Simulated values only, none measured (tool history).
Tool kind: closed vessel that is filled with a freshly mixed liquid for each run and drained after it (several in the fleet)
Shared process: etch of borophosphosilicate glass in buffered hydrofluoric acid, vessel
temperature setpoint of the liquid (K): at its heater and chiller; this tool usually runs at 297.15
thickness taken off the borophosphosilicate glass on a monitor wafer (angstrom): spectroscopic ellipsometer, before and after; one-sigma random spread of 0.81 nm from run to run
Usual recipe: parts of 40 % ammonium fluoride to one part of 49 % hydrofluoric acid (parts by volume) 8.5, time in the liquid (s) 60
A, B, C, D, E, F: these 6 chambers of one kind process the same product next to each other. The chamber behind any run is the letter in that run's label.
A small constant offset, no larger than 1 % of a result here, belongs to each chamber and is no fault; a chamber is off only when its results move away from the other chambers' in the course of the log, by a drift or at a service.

| run | hour | temperature setpoint of the liquid (K) | parts of 40 % ammonium fluoride to one part of 49 % hydrofluoric acid (parts by volume) | time in the liquid (s) | read-back film thickness of the borophosphosilicate glass reference wafer, read on the same gauge (nm) | thickness taken off the borophosphosilicate glass on a monitor wafer (angstrom) |
|---|---|---|---|---|---|---|
| 1C | 8.5 | 297.15 | 8.5 | 60 | 140.01 | 1164.2 |
| 2B | 14.6 | 297.15 | 8.5 | 60 | 140.01 | 1173.5 |
| 3A | 21.2 | 297.15 | 8.5 | 60 | 140.03 | 1165.0 |
|  | 28.8 | chamber C: thermometer replaced |
| 4F | 29.0 | 297.15 | 8.5 | 60 | 139.99 | 1195.6 |
| 5E | 35.3 | 297.15 | 8.5 | 60 | 140.01 | 1166.3 |
| 6D | 41.7 | 297.15 | 6.5 | 60 | 139.99 | 1540.8 |
| 7A | 47.5 | 297.15 | 6.5 | 60 | 140.00 | 1567.0 |
| 8C | 56.1 | 297.15 | 6.5 | 60 | 140.02 | 1546.8 |
| 9B | 62.9 | 297.15 | 6.5 | 60 | 140.01 | 1560.7 |
| 10F | 71.0 | 297.15 | 6.5 | 60 | 140.00 | 1557.3 |
|  | 72.5 | chamber D: thermometer replaced |
| 11E | 76.1 | 297.15 | 6.5 | 60 | 139.98 | 1554.5 |
|  | 80.3 | chamber E: thermometer replaced |
| 12D | 82.9 | 301.65 | 8.5 | 80 | 140.01 | 1991.1 |
| 13D | 87.8 | 301.65 | 8.5 | 80 | 139.98 | 1997.1 |
| 14C | 96.6 | 301.65 | 8.5 | 80 | 140.01 | 1978.2 |
| 15B | 103.1 | 301.65 | 8.5 | 80 | 140.01 | 2015.3 |
| 16E | 108.5 | 301.65 | 8.5 | 80 | 140.00 | 2001.8 |
| 17A | 117.0 | 301.65 | 8.5 | 80 | 139.99 | 2028.1 |
| 18F | 125.4 | 297.15 | 8.5 | 60 | 140.03 | 1190.5 |
| 19C | 132.8 | 297.15 | 8.5 | 60 | 140.03 | 1174.1 |
| 20B | 140.9 | 297.15 | 8.5 | 60 | 140.00 | 1198.4 |
| 21F | 145.9 | 299.15 | 8.5 | 60 | 139.99 | 1325.4 |
| 22D | 152.7 | 299.15 | 8.5 | 60 | 140.03 | 1317.3 |
| 23A | 159.0 | 299.15 | 8.5 | 60 | 139.96 | 1324.4 |
| 24E | 165.4 | 299.15 | 8.5 | 60 | 140.00 | 1323.9 |
| 25F | 170.5 | 299.15 | 8.5 | 60 | 140.00 | 1324.9 |
| 26C | 177.7 | 299.15 | 8.5 | 60 | 139.98 | 1302.0 |
| 27D | 182.8 | 297.15 | 8.5 | 60 | 140.01 | 1185.6 |
| 28A | 190.6 | 297.15 | 8.5 | 60 | 140.01 | 1181.3 |
| 29B | 197.4 | 297.15 | 7.0 | 50 | 139.97 | 1231.3 |
| 30E | 201.9 | 297.15 | 7.0 | 50 | 139.99 | 1218.6 |
| 31F | 210.4 | 297.15 | 7.0 | 50 | 139.99 | 1200.9 |
| 32B | 219.0 | 297.15 | 7.0 | 50 | 140.00 | 1247.7 |
| 33A | 227.1 | 297.15 | 7.0 | 50 | 139.99 | 1240.8 |
| 34E | 234.6 | 297.15 | 7.0 | 50 | 140.00 | 1210.1 |
| 35D | 241.7 | 297.15 | 8.5 | 60 | 139.99 | 1191.4 |
| 36C | 246.1 | 297.15 | 8.5 | 60 | 140.02 | 1168.6 |
| 37A | 252.8 | 297.15 | 8.5 | 60 | 140.00 | 1185.1 |
| 38E | 259.1 | 297.15 | 8.5 | 60 | 139.99 | 1172.2 |
| 39C | 266.3 | 297.15 | 8.5 | 60 | 140.00 | 1169.7 |
| 40F | 272.8 | 297.15 | 8.5 | 60 | 140.00 | 1167.4 |
| 41D | 280.0 | 297.15 | 8.5 | 60 | 140.02 | 1179.7 |

All 6 chambers run these settings next. Forecast each chamber's results:
| 42A | 286.4 | 297.15 | 8.5 | 60 |  | ? |
| 42B | 286.4 | 297.15 | 8.5 | 60 |  | ? |
| 42C | 286.4 | 297.15 | 8.5 | 60 |  | ? |
| 42D | 286.4 | 297.15 | 8.5 | 60 |  | ? |
| 42E | 286.4 | 297.15 | 8.5 | 60 |  | ? |
| 42F | 286.4 | 297.15 | 8.5 | 60 |  | ? |

| run | thickness taken off the borophosphosilicate glass on a monitor wafer (angstrom) |
|---|---|
| 42A | 1186.0 |
| 42B | 1260.6 |
| 42C | 1172.7 |
| 42D | 1171.8 |
| 42E | 1164.9 |
| 42F | 1179.5 |

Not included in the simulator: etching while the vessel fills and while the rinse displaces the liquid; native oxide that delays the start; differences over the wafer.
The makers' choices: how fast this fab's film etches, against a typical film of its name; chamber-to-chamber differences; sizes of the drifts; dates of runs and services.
